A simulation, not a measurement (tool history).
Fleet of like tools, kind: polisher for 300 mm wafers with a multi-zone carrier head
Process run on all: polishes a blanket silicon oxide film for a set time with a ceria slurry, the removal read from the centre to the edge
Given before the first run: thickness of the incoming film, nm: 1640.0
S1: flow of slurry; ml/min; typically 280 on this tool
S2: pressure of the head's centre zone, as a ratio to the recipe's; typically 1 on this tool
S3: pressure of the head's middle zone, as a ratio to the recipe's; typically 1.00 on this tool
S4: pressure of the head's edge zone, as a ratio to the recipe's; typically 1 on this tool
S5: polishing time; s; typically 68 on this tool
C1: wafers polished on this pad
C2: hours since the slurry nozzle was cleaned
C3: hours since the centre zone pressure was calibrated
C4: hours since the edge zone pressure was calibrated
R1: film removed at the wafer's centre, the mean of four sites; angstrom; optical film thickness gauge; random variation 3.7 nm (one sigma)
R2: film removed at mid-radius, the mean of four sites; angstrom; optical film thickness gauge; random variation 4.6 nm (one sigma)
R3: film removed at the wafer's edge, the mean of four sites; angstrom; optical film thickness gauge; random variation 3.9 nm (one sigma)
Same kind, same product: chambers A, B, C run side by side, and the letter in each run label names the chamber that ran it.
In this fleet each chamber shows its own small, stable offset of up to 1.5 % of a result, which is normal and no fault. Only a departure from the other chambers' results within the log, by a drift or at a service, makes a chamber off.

| run | day | S1 | S2 | S3 | S4 | S5 | C1 | C2 | C3 | C4 | R1 | R2 | R3 |
|---|---|---|---|---|---|---|---|---|---|---|---|---|---|
| 1B | 0.425 | 280 | 1 | 1.00 | 1 | 68 | 337 | 69.3 | 1260.3 | 42.0 | 3731.9 | 3675.0 | 3709.7 |
|  | 0.667 | chamber C: worn pad replaced by a new one |
| 2A | 0.783 | 280 | 1 | 1.00 | 1 | 68 | 320 | 200.9 | 240.1 | 533.4 | 3779.2 | 3778.5 | 3731.3 |
| 3C | 1.100 | 280 | 1 | 1.00 | 1 | 68 | 131 | 576.5 | 507.3 | 779.7 | 3778.3 | 3770.1 | 3765.8 |
|  | 1.221 | chamber B: centre zone pressure recalibrated |
| 4B | 1.396 | 280 | 1 | 1.00 | 1 | 68 | 631 | 92.6 | 4.2 | 65.3 | 3750.4 | 3718.1 | 3760.3 |
| 5A | 1.596 | 280 | 1 | 1.00 | 1 | 68 | 566 | 220.4 | 259.6 | 552.9 | 3754.5 | 3730.5 | 3691.1 |
| 6C | 1.925 | 280 | 1 | 1.00 | 1 | 68 | 381 | 596.3 | 527.1 | 799.5 | 3773.3 | 3743.1 | 3768.0 |
| 7A | 2.304 | 280 | 1 | 1.00 | 1 | 68 | 781 | 237.4 | 276.6 | 569.9 | 3811.2 | 3762.6 | 3736.0 |
|  | 2.521 | chamber A: worn pad replaced by a new one |
| 8B | 2.662 | 280 | 1 | 1.00 | 1 | 68 | 1015 | 123.0 | 34.6 | 95.7 | 3750.5 | 3698.7 | 3850.6 |
| 9C | 3.108 | 280 | 1 | 1.00 | 1 | 68 | 739 | 624.7 | 555.5 | 827.9 | 3763.1 | 3848.6 | 3723.0 |
| 10B | 3.383 | 280 | 1 | 1.00 | 1 | 68 | 1233 | 140.3 | 51.9 | 113.0 | 3663.8 | 3781.6 | 3756.5 |
| 11C | 3.712 | 280 | 1 | 1.00 | 1 | 68 | 922 | 639.2 | 570.0 | 842.4 | 3826.9 | 3875.6 | 3787.4 |
| 12A | 4.083 | 280 | 1 | 1.00 | 1 | 68 | 473 | 280.1 | 319.3 | 612.6 | 3755.6 | 3748.8 | 3756.6 |
| 13B | 4.521 | 280 | 1 | 1.11 | 1 | 68 | 1577 | 167.6 | 79.2 | 140.3 | 3723.8 | 4072.9 | 3678.1 |
|  | 4.612 | chamber C: worn pad replaced by a new one |
|  | 4.925 | chamber A: worn pad replaced by a new one |
| 14A | 4.929 | 280 | 1 | 1.11 | 1 | 68 | 2 | 300.4 | 339.6 | 632.9 | 3800.7 | 3993.3 | 3686.8 |
| 15C | 5.225 | 280 | 1 | 1.11 | 1 | 68 | 186 | 675.5 | 606.3 | 878.7 | 3805.5 | 4147.8 | 3764.5 |
| 16C | 5.488 | 280 | 1 | 0.92 | 1 | 68 | 266 | 681.8 | 612.6 | 885.0 | 3762.3 | 3501.5 | 3777.2 |
| 17A | 5.704 | 280 | 1 | 0.92 | 1 | 68 | 236 | 319.0 | 358.2 | 651.5 | 3791.2 | 3423.0 | 3659.6 |
| 18B | 5.912 | 280 | 1 | 0.92 | 1 | 68 | 1998 | 201.0 | 112.6 | 173.7 | 3752.9 | 3407.8 | 3710.8 |
|  | 6.296 | chamber A: centre zone pressure recalibrated |
| 19A | 6.317 | 335 | 1 | 1.00 | 1 | 68 | 422 | 333.7 | 0.6 | 666.2 | 3797.9 | 3708.6 | 3830.0 |
| 20B | 6.600 | 335 | 1 | 1.00 | 1 | 68 | 2206 | 217.5 | 129.1 | 190.2 | 3799.1 | 3714.0 | 3667.0 |
|  | 6.788 | chamber A: edge zone pressure recalibrated |
| 21C | 6.979 | 335 | 1 | 1.00 | 1 | 68 | 717 | 717.6 | 648.4 | 920.8 | 3825.6 | 3858.9 | 3841.3 |
| 22C | 7.233 | 280 | 1 | 1.00 | 1 | 68 | 794 | 723.7 | 654.5 | 926.9 | 3812.8 | 3789.2 | 3729.4 |
|  | 7.592 | chamber A: worn pad replaced by a new one |
| 23A | 7.679 | 280 | 1 | 1.00 | 1 | 68 | 27 | 366.4 | 33.3 | 21.5 | 3719.4 | 3677.8 | 3736.2 |
| 24B | 8.071 | 280 | 1 | 1.00 | 1 | 68 | 2652 | 252.8 | 164.4 | 225.5 | 3609.4 | 3535.8 | 3659.8 |
| 25A | 8.396 | 280 | 1 | 1.00 | 1 | 68 | 243 | 383.6 | 50.5 | 38.7 | 3713.2 | 3765.0 | 3760.0 |
|  | 8.479 | chamber C: worn pad replaced by a new one |
| 26C | 8.758 | 280 | 1 | 1.00 | 1 | 68 | 85 | 760.3 | 691.1 | 963.5 | 3776.9 | 3800.1 | 3785.1 |
| 27B | 9.142 | 280 | 1 | 1.00 | 1 | 68 | 2976 | 278.5 | 190.1 | 251.2 | 3575.7 | 3525.8 | 3590.7 |
| 28A | 9.538 | 280 | 1 | 1.00 | 1 | 68 | 589 | 411.0 | 77.9 | 66.1 | 3699.6 | 3722.5 | 3744.2 |
|  | 9.892 | chamber A: worn pad replaced by a new one |
| 29B | 9.971 | 280 | 1 | 1.00 | 1 | 68 | 3227 | 298.4 | 210.0 | 271.1 | 3575.1 | 3510.8 | 3482.1 |
| 30C | 10.212 | 280 | 1 | 1.00 | 1 | 68 | 525 | 795.2 | 726.0 | 998.4 | 3821.0 | 3799.1 | 3766.1 |
| 31C | 10.667 | 280 | 1 | 1.00 | 1 | 68 | 663 | 806.1 | 736.9 | 1009.3 | 3817.0 | 3760.4 | 3840.2 |
| 32A | 11.100 | 280 | 1 | 1.00 | 1 | 68 | 366 | 448.5 | 115.4 | 103.6 | 3798.3 | 3663.7 | 3710.9 |
| 33B | 11.558 | 280 | 1 | 1.00 | 1 | 68 | 3707 | 336.5 | 248.1 | 309.2 | 3479.8 | 3440.0 | 3475.0 |
|  | 11.738 | chamber C: worn pad replaced by a new one |
| 34C | 11.871 | 280 | 1 | 1.00 | 1 | 68 | 40 | 835.0 | 765.8 | 1038.2 | 3817.8 | 3770.9 | 3733.1 |
| 35A | 12.250 | 280 | 1 | 1.00 | 1 | 68 | 714 | 476.1 | 143.0 | 131.2 | 3740.0 | 3748.3 | 3777.6 |
| 36B | 12.571 | 280 | 1 | 1.00 | 1 | 68 | 4014 | 360.8 | 272.4 | 333.5 | 3403.5 | 3385.9 | 3434.7 |

All chambers now run identical settings, listed one chamber a line with results as question marks. What results will each chamber show?
| 37A | 12.904 | 280 | 1 | 1.00 | 1 | 68 |  |  |  |  | ? | ? | ? |
| 37B | 12.904 | 280 | 1 | 1.00 | 1 | 68 |  |  |  |  | ? | ? | ? |
| 37C | 12.904 | 280 | 1 | 1.00 | 1 | 68 |  |  |  |  | ? | ? | ? |

| run | R1 | R2 | R3 |
|---|---|---|---|
| 37A | 3754.5 | 3687.9 | 3821.0 |
| 37B | 3397.1 | 3431.4 | 3435.1 |
| 37C | 3833.9 | 3837.7 | 3733.1 |
